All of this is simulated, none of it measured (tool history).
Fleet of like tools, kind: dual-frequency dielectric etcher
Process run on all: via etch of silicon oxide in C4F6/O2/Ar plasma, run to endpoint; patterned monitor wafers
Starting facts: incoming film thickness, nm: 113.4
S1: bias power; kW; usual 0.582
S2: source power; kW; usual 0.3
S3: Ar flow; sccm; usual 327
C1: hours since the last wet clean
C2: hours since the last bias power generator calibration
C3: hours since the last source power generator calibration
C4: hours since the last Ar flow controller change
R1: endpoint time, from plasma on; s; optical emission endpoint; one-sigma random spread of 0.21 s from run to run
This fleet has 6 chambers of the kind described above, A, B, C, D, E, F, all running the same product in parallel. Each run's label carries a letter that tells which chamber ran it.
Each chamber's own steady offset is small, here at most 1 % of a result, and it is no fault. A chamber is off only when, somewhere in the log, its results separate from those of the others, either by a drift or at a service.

run   hour     S1    S2   S3     C1      C2      C3      C4      R1
 1D      8  0.582   0.3  327   73.3   563.3  3080.1  2994.8  26.334
 2B   15.5  0.582   0.3  327  229.6  1386.5    99.3  5227.7  26.615
      16.4  -- chamber E: wet clean of the chamber
 3C   23.6  0.582   0.3  327   37.3  2256.5  2423.6   309.4  26.641
 4E   28.7  0.582   0.3  327   12.4     445  2118.5   232.8  26.504
 5A     33  0.582   0.3  327  370.5   570.5  3964.7  1068.6  26.596
 6F   40.2  0.582   0.3  327   69.7   141.8     881  3264.1  26.412
 7D     44  0.582   0.3  327  109.3   599.3  3116.1  3030.8   26.54
 8E   52.2  0.582   0.3  327   35.9   468.5    2142   256.3  26.556
 9F     58  0.582   0.3  327   87.5   159.6   898.8  3281.9  26.538
10B   63.9  0.582   0.3  327    278  1434.9   147.7  5276.1  26.376
11C   70.3  0.582   0.3  327     84  2303.2  2470.3   356.1  26.156
12A   77.3  0.582   0.3  327  414.8   614.8    4009  1112.9   26.49
13E   82.7  0.582   0.3  327   66.4     499  2172.5   286.8   26.88
14D   91.2  0.582   0.3  327  156.5   646.5  3163.3    3078  26.385
15B   99.8  0.582   0.3  327  313.9  1470.8   183.6    5312  26.849
16C  107.1  0.582   0.3  327  120.8    2340  2507.1   392.9  25.916
17F  114.8  0.582   0.3  327  144.3   216.4   955.6  3338.7  26.615
18A  122.9  0.582   0.3  327  460.4   660.4  4054.6  1158.5  26.614
     123.6  -- chamber B: Ar flow controller replaced
19D  127.1  0.582   0.3  327  192.4   682.4  3199.2  3113.9  26.328
20F  134.5  0.582   0.3  327    164   236.1   975.3  3358.4  26.157
21B  140.1  0.582   0.3  327  354.2  1511.1   223.9    16.5  26.549
22E  144.9  0.582  0.34  327  128.6   561.2  2234.7     349  25.261
23C  153.1  0.582  0.34  327  166.8    2386  2553.1   438.9  25.845
24A  160.6  0.582  0.34  327  498.1   698.1  4092.3  1196.2  26.064
25D    168  0.582  0.34  327  233.3   723.3  3240.1  3154.8  25.421
26C  175.8  0.582  0.34  327  189.5  2408.7  2575.8   461.6  25.323
27A    181  0.582  0.34  327  518.5   718.5  4112.7  1216.6  25.842
28E  186.7  0.582   0.3  327  170.4     603  2276.5   390.8  26.227
29B  194.9  0.582   0.3  327    409  1565.9   278.7    71.3  26.145
30F  198.6  0.538  0.36  327  228.1   300.2  1039.4  3422.5   25.39
31C  203.9  0.538  0.36  327  217.6  2436.8  2603.9   489.7  25.459
32A    210  0.538  0.36  327  547.5   747.5  4141.7  1245.6  26.266
33F  217.1  0.538  0.36  327  246.6   318.7  1057.9    3441  25.036
34E  221.9  0.538  0.36  327  205.6   638.2  2311.7     426  25.486
35B  229.7  0.538  0.36  327  443.8  1600.7   313.5   106.1  25.537
36D  236.4  0.582   0.3  327  301.7   791.7  3308.5  3223.2  26.203
37A  242.5  0.714  0.37  327    580     780  4174.2  1278.1  23.278
38D  246.7  0.714  0.37  327    312     802  3318.8  3233.5   22.37
39E  254.9  0.714  0.37  327  238.6   671.2  2344.7     459    22.6
40C  262.3  0.714  0.37  327    276  2495.2  2662.3   548.1  22.845
41B  267.1  0.714  0.37  327  481.2  1638.1   350.9   143.5  22.784
42F  273.7  0.714  0.37  327  303.2   375.3  1114.5  3497.6  22.678
43F  281.7  0.582   0.3  327  311.2   383.3  1122.5  3505.6  26.287
44A    287  0.582   0.3  327  624.5   824.5  4218.7  1322.6  28.216

For the next run the whole fleet of 6 chambers uses the same settings. Give each chamber's results:
45A  293.1  0.5  0.3  327                   ?
45B  293.1  0.5  0.3  327                   ?
45C  293.1  0.5  0.3  327                   ?
45D  293.1  0.5  0.3  327                   ?
45E  293.1  0.5  0.3  327                   ?
45F  293.1  0.5  0.3  327                   ?

run      R1
45A  29.841
45B  28.172
45C  28.332
45D  28.296
45E  28.297
45F  27.987
